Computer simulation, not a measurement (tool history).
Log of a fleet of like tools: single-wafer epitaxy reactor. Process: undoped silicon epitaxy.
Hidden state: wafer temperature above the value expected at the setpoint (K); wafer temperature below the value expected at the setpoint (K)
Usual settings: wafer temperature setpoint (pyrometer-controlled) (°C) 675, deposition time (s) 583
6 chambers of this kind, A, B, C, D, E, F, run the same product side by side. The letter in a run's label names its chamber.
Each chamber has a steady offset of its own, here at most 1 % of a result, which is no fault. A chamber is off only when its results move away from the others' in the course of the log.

| run | hour | wafer temperature setpoint (pyrometer-controlled) (°C) | deposition time (s) | hours since the last pyrometer calibration | read-back reference wafer on the same gauge, thickness_nm | mean film thickness on the monitor wafer (angstrom) |
|---|---|---|---|---|---|---|
| 1B | 8.7 | 675 | 583 | 2430.4 | 139.95 | 1645.4 |
| 2E | 14.5 | 675 | 583 | 242.4 | 140.08 | 1669.6 |
| 3D | 22.6 | 675 | 583 | 1956.1 | 140.05 | 1668.1 |
| 4F | 28.1 | 675 | 583 | 1740.6 | 140.00 | 1663.2 |
| 5A | 34.2 | 675 | 635 | 2140.0 | 140.06 | 1817.3 |
| 6C | 42.8 | 675 | 635 | 888.6 | 139.98 | 1798.2 |
| 7D | 50.5 | 675 | 635 | 1984.0 | 139.84 | 1817.0 |
|  | 53.6 | chamber D: pyrometer calibrated |
| 8F | 57.3 | 675 | 635 | 1769.8 | 140.07 | 1818.7 |
| 9C | 68.3 | 675 | 635 | 914.1 | 140.09 | 1789.5 |
| 10A | 73.2 | 675 | 635 | 2179.0 | 140.09 | 1819.5 |
| 11B | 82.4 | 675 | 583 | 2504.1 | 139.93 | 1661.8 |
| 12E | 88.6 | 675 | 583 | 316.5 | 140.01 | 1677.5 |
| 13D | 94.9 | 675 | 583 | 41.3 | 139.95 | 1661.4 |
| 14A | 105.0 | 675 | 583 | 2210.8 | 139.95 | 1667.3 |
| 15C | 113.0 | 675 | 583 | 958.8 | 140.12 | 1652.5 |
| 16B | 122.2 | 675 | 514 | 2543.9 | 140.13 | 1455.2 |
| 17F | 127.2 | 675 | 514 | 1839.7 | 140.23 | 1468.8 |
| 18E | 136.4 | 675 | 514 | 364.3 | 140.01 | 1460.0 |
| 19B | 141.6 | 675 | 514 | 2563.3 | 139.91 | 1447.6 |
| 20C | 151.9 | 675 | 514 | 997.7 | 139.98 | 1448.3 |
| 21F | 159.6 | 675 | 514 | 1872.1 | 140.02 | 1470.8 |
|  | 159.8 | chamber A: pyrometer calibrated |
| 22A | 169.8 | 675 | 583 | 10.1 | 140.08 | 1735.3 |
| 23D | 180.0 | 675 | 583 | 126.4 | 139.88 | 1662.3 |
| 24E | 186.3 | 675 | 583 | 414.2 | 139.93 | 1661.9 |
| 25F | 191.5 | 675 | 583 | 1904.0 | 139.97 | 1669.0 |
| 26E | 198.2 | 675 | 481 | 426.1 | 140.01 | 1380.3 |
| 27B | 203.3 | 675 | 481 | 2625.0 | 139.91 | 1358.2 |
| 28D | 210.9 | 675 | 481 | 157.3 | 139.96 | 1372.2 |
| 29A | 221.5 | 675 | 481 | 61.8 | 139.96 | 1425.8 |
| 30C | 229.5 | 675 | 481 | 1075.3 | 139.96 | 1365.7 |
| 31D | 237.7 | 675 | 481 | 184.1 | 140.02 | 1371.3 |
| 32F | 247.6 | 675 | 583 | 1960.1 | 139.92 | 1664.2 |
| 33A | 253.5 | 675 | 583 | 93.8 | 139.89 | 1739.3 |
| 34C | 261.3 | 675 | 583 | 1107.1 | 139.85 | 1636.6 |
| 35E | 269.9 | 675 | 583 | 497.8 | 140.05 | 1674.0 |
| 36B | 280.0 | 675 | 583 | 2701.7 | 139.93 | 1663.5 |
| 37D | 291.3 | 675 | 583 | 237.7 | 139.98 | 1670.5 |
| 38F | 301.7 | 675 | 583 | 2014.2 | 140.04 | 1655.7 |
| 39B | 308.1 | 675 | 583 | 2729.8 | 140.07 | 1645.0 |
| 40A | 317.6 | 675 | 583 | 157.9 | 139.91 | 1733.2 |
| 41C | 327.3 | 675 | 583 | 1173.1 | 140.10 | 1645.1 |

Is one chamber off against the others, does the gauge drift, or is nothing wrong? If a chamber is off, say which, and what the likeliest cause is.

A service left chamber A off against the others.
Cause: wafer temperature above the value expected at the setpoint (K) = 1.97.

Here are 4 candidates for chamber A's next run, each the usual settings with a change, their results left as question marks. Which one brings its results back in line with what the others give on the usual settings?
In line means no further than this from the other chambers' mean on the usual settings: mean film thickness on the monitor wafer (angstrom) 22.0
| 42A-1 | 335.4 | 673 | 583 |  |  | ? |
| 42A-2 | 335.4 | 676 | 583 |  |  | ? |
| 42A-3 | 335.4 | 675 | 609 |  |  | ? |
| 42A-4 | 335.4 | 674 | 583 |  |  | ? |

The other chambers' mean on the usual settings: mean film thickness on the monitor wafer (angstrom) 1659.1
| run | mean film thickness on the monitor wafer (angstrom) |
|---|---|
| 42A-1 | 1661.0 |
| 42A-2 | 1768.5 |
| 42A-3 | 1809.2 |
| 42A-4 | 1696.1 |
42A-1 brings the chamber back in line.

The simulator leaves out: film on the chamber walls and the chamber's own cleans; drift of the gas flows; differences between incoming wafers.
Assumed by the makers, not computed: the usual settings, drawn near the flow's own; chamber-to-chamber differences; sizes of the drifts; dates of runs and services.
